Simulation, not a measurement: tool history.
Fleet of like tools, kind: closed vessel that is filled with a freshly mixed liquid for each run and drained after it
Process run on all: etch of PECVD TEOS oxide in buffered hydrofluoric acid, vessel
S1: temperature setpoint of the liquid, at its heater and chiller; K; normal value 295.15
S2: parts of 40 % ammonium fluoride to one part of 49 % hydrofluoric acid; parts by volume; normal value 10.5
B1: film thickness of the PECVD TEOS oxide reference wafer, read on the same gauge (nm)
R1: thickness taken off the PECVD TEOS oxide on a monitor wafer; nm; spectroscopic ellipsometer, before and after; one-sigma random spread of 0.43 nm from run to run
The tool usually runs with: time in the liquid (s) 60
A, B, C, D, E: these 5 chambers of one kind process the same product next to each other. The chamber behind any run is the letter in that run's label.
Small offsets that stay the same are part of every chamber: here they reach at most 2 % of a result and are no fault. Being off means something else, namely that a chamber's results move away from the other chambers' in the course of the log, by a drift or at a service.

{"run": "1B", "hour": 2.7, "S1": 295.15, "S2": 10.5, "time in the liquid (s)": 60, "B1": 149.99, "R1": 96.05}
{"run": "2A", "hour": 7.4, "S1": 295.15, "S2": 10.5, "time in the liquid (s)": 60, "B1": 150.0, "R1": 95.233}
{"run": "3D", "hour": 10.3, "S1": 295.15, "S2": 10.5, "time in the liquid (s)": 60, "B1": 150.0, "R1": 95.193}
{"run": "4C", "hour": 15.6, "S1": 295.15, "S2": 10.5, "time in the liquid (s)": 60, "B1": 150.0, "R1": 94.549}
{"run": "5E", "hour": 19.8, "S1": 295.15, "S2": 10.5, "time in the liquid (s)": 60, "B1": 149.98, "R1": 96.405}
{"run": "6B", "hour": 23.2, "S1": 295.15, "S2": 10.5, "time in the liquid (s)": 60, "B1": 149.98, "R1": 96.079}
{"run": "7A", "hour": 27.4, "S1": 295.15, "S2": 12.0, "time in the liquid (s)": 60, "B1": 149.98, "R1": 83.854}
{"run": "8C", "hour": 32.3, "S1": 295.15, "S2": 12.0, "time in the liquid (s)": 60, "B1": 150.02, "R1": 82.534}
{"run": "9D", "hour": 35.3, "S1": 295.15, "S2": 12.0, "time in the liquid (s)": 60, "B1": 149.98, "R1": 83.999}
{"run": "10E", "hour": 38.4, "S1": 295.15, "S2": 12.0, "time in the liquid (s)": 60, "B1": 150.02, "R1": 83.432}
{"run": "11C", "hour": 42.8, "S1": 295.15, "S2": 12.0, "time in the liquid (s)": 60, "B1": 150.0, "R1": 82.467}
{"run": "12B", "hour": 45.2, "S1": 299.65, "S2": 10.5, "time in the liquid (s)": 30, "B1": 149.97, "R1": 61.072}
{"run": "13E", "hour": 49.3, "S1": 299.65, "S2": 10.5, "time in the liquid (s)": 30, "B1": 150.0, "R1": 61.025}
{"run": "14A", "hour": 52.3, "S1": 299.65, "S2": 10.5, "time in the liquid (s)": 30, "B1": 149.98, "R1": 60.879}
{"run": "15D", "hour": 55.5, "S1": 299.65, "S2": 10.5, "time in the liquid (s)": 30, "B1": 150.03, "R1": 60.386}
{"run": "16C", "hour": 60.2, "S1": 299.65, "S2": 10.5, "time in the liquid (s)": 30, "B1": 150.01, "R1": 59.746}
{"run": "17B", "hour": 64.7, "S1": 295.15, "S2": 10.5, "time in the liquid (s)": 60, "B1": 150.02, "R1": 96.114}
{"run": "18E", "hour": 67.2, "S1": 295.15, "S2": 10.5, "time in the liquid (s)": 60, "B1": 150.01, "R1": 96.754}
{"run": "19D", "hour": 70.5, "S1": 295.15, "S2": 10.5, "time in the liquid (s)": 45, "B1": 150.01, "R1": 71.631}
{"run": "20A", "hour": 73.0, "S1": 295.15, "S2": 10.5, "time in the liquid (s)": 45, "B1": 149.98, "R1": 71.678}
{"run": "21E", "hour": 77.1, "S1": 295.15, "S2": 10.5, "time in the liquid (s)": 45, "B1": 150.03, "R1": 71.714}
{"run": "22B", "hour": 80.2, "S1": 295.15, "S2": 10.5, "time in the liquid (s)": 45, "B1": 150.01, "R1": 72.305}
{"run": "23A", "hour": 82.8, "S1": 295.15, "S2": 10.5, "time in the liquid (s)": 45, "B1": 150.01, "R1": 72.167}
{"run": "24C", "hour": 85.9, "S1": 295.15, "S2": 10.5, "time in the liquid (s)": 60, "B1": 149.98, "R1": 94.33}
{"run": "25D", "hour": 90.2, "S1": 295.15, "S2": 10.5, "time in the liquid (s)": 60, "B1": 149.99, "R1": 95.048}
{"run": "26D", "hour": 92.8, "S1": 295.15, "S2": 10.5, "time in the liquid (s)": 60, "B1": 150.0, "R1": 95.372}
{"run": "27E", "hour": 96.9, "S1": 295.15, "S2": 10.5, "time in the liquid (s)": 60, "B1": 149.97, "R1": 95.524}
{"run": "28B", "hour": 101.5, "S1": 295.15, "S2": 10.5, "time in the liquid (s)": 60, "B1": 149.97, "R1": 96.0}
{"run": "29A", "hour": 105.1, "S1": 295.15, "S2": 10.5, "time in the liquid (s)": 60, "B1": 149.98, "R1": 94.868}
{"run": "30C", "hour": 109.7, "S1": 295.15, "S2": 10.5, "time in the liquid (s)": 35, "B1": 149.99, "R1": 54.532}
{"run": "31D", "hour": 114.0, "S1": 295.15, "S2": 10.5, "time in the liquid (s)": 35, "B1": 150.05, "R1": 56.004}
{"run": "32B", "hour": 116.7, "S1": 295.15, "S2": 10.5, "time in the liquid (s)": 35, "B1": 150.0, "R1": 55.847}
{"run": "33C", "hour": 120.4, "S1": 295.15, "S2": 10.5, "time in the liquid (s)": 35, "B1": 150.01, "R1": 54.762}
{"run": "34A", "hour": 125.2, "S1": 295.15, "S2": 10.5, "time in the liquid (s)": 35, "B1": 150.01, "R1": 56.256}
{"run": "35E", "hour": 129.4, "S1": 295.15, "S2": 10.5, "time in the liquid (s)": 60, "B1": 150.02, "R1": 96.274}
{"run": "36A", "hour": 133.5, "S1": 295.15, "S2": 10.5, "time in the liquid (s)": 60, "B1": 150.02, "R1": 95.135}

All chambers now run identical settings, listed one chamber a line with results as question marks. What results will each chamber show?
{"run": "37A", "hour": 137.5, "S1": 295.15, "S2": 8.0, "time in the liquid (s)": 60, "R1": "?"}
{"run": "37B", "hour": 137.5, "S1": 295.15, "S2": 8.0, "time in the liquid (s)": 60, "R1": "?"}
{"run": "37C", "hour": 137.5, "S1": 295.15, "S2": 8.0, "time in the liquid (s)": 60, "R1": "?"}
{"run": "37D", "hour": 137.5, "S1": 295.15, "S2": 8.0, "time in the liquid (s)": 60, "R1": "?"}
{"run": "37E", "hour": 137.5, "S1": 295.15, "S2": 8.0, "time in the liquid (s)": 60, "R1": "?"}

run=37A R1=121.370
run=37B R1=121.800
run=37C R1=118.870
run=37D R1=120.570
run=37E R1=121.470
